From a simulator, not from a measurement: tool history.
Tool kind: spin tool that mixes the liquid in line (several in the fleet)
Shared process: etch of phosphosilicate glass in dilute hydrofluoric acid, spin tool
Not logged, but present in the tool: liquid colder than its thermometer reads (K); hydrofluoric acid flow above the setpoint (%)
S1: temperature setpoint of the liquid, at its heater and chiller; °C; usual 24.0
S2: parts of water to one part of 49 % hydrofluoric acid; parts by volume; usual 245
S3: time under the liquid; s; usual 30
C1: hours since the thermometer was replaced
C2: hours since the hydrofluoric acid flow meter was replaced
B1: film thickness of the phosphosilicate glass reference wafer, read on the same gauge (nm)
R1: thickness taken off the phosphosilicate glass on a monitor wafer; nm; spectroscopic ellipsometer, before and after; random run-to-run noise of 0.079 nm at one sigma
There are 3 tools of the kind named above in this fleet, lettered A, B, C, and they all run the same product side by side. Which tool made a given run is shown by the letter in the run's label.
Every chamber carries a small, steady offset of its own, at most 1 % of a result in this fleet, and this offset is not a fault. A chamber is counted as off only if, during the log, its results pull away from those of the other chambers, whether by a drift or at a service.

run	day	S1	S2	S3	C1	C2	B1	R1
1C	0.521	24.0	245	30	1531.3	744.2	40.005	11.3770
2B	0.850	24.0	245	30	725.6	810.6	39.973	11.1930
3A	1.450	24.0	245	30	1934.6	404.7	39.971	11.1260
4A	1.996	24.0	245	30	1947.7	417.8	40.010	11.1430
5B	2.562	24.0	245	30	766.7	851.7	39.971	11.2380
6C	3.067	24.0	245	45	1592.4	805.3	39.991	17.2150
7C	3.662	24.0	245	45	1606.7	819.6	40.010	17.0150
8B	3.979	24.0	245	45	800.7	885.7	40.007	16.7510
# day 4.467: chamber C: hydrofluoric acid flow meter replaced
9A	4.592	20.5	245	40	2010.0	480.1	40.022	13.0520
10B	5.167	20.5	245	40	829.2	914.2	40.008	13.1250
11C	5.729	20.5	245	40	1656.3	30.3	39.983	13.3080
12A	6.367	24.0	245	30	2052.6	522.7	40.048	11.2150
13A	6.833	24.0	245	30	2063.8	533.9	39.997	11.2740
14C	7.142	24.0	140	15	1690.2	64.2	39.998	10.9350
15B	7.746	24.0	140	15	891.1	976.1	40.019	11.1090
16B	8.271	24.0	140	15	903.7	988.7	39.986	11.1990
17A	8.771	27.0	245	15	2110.3	580.4	40.011	6.2188
18C	9.158	27.0	245	15	1738.6	112.6	39.978	6.3069
19A	9.467	27.0	245	15	2127.0	597.1	40.028	6.1654
20C	10.004	24.0	245	30	1758.9	132.9	40.029	11.3570
21B	10.321	24.0	245	30	952.9	1037.9	40.033	11.2540
22B	10.633	24.0	245	30	960.4	1045.4	40.019	11.2370
23C	11.146	24.0	245	30	1786.3	160.3	39.988	11.2940
24A	11.704	24.0	245	30	2180.7	650.8	40.003	11.0190
25B	12.042	24.0	245	30	994.2	1079.2	40.000	11.2780
26C	12.604	24.0	245	30	1821.3	195.3	40.022	11.3590
27A	12.917	24.0	245	30	2209.8	679.9	40.004	11.1910
28B	13.396	24.0	245	30	1026.7	1111.7	40.017	11.0990
29A	13.817	24.0	245	30	2231.4	701.5	39.972	11.2640
30C	14.417	24.0	190	30	1864.8	238.8	39.964	15.4900
31A	14.767	24.0	190	30	2254.2	724.3	39.991	15.2480
32C	15.079	24.0	190	30	1880.7	254.7	39.979	15.3400
33B	15.679	24.0	245	30	1081.5	1166.5	40.004	11.3420
34B	16.246	24.0	245	30	1095.1	1180.1	39.955	11.1570

Each of the 3 chambers runs these same settings next. Fill in every chamber's results:
35A	16.717	24.0	140	30				?
35B	16.717	24.0	140	30				?
35C	16.717	24.0	140	30				?

run	R1
35A	22.3690
35B	22.4950
35C	21.8950
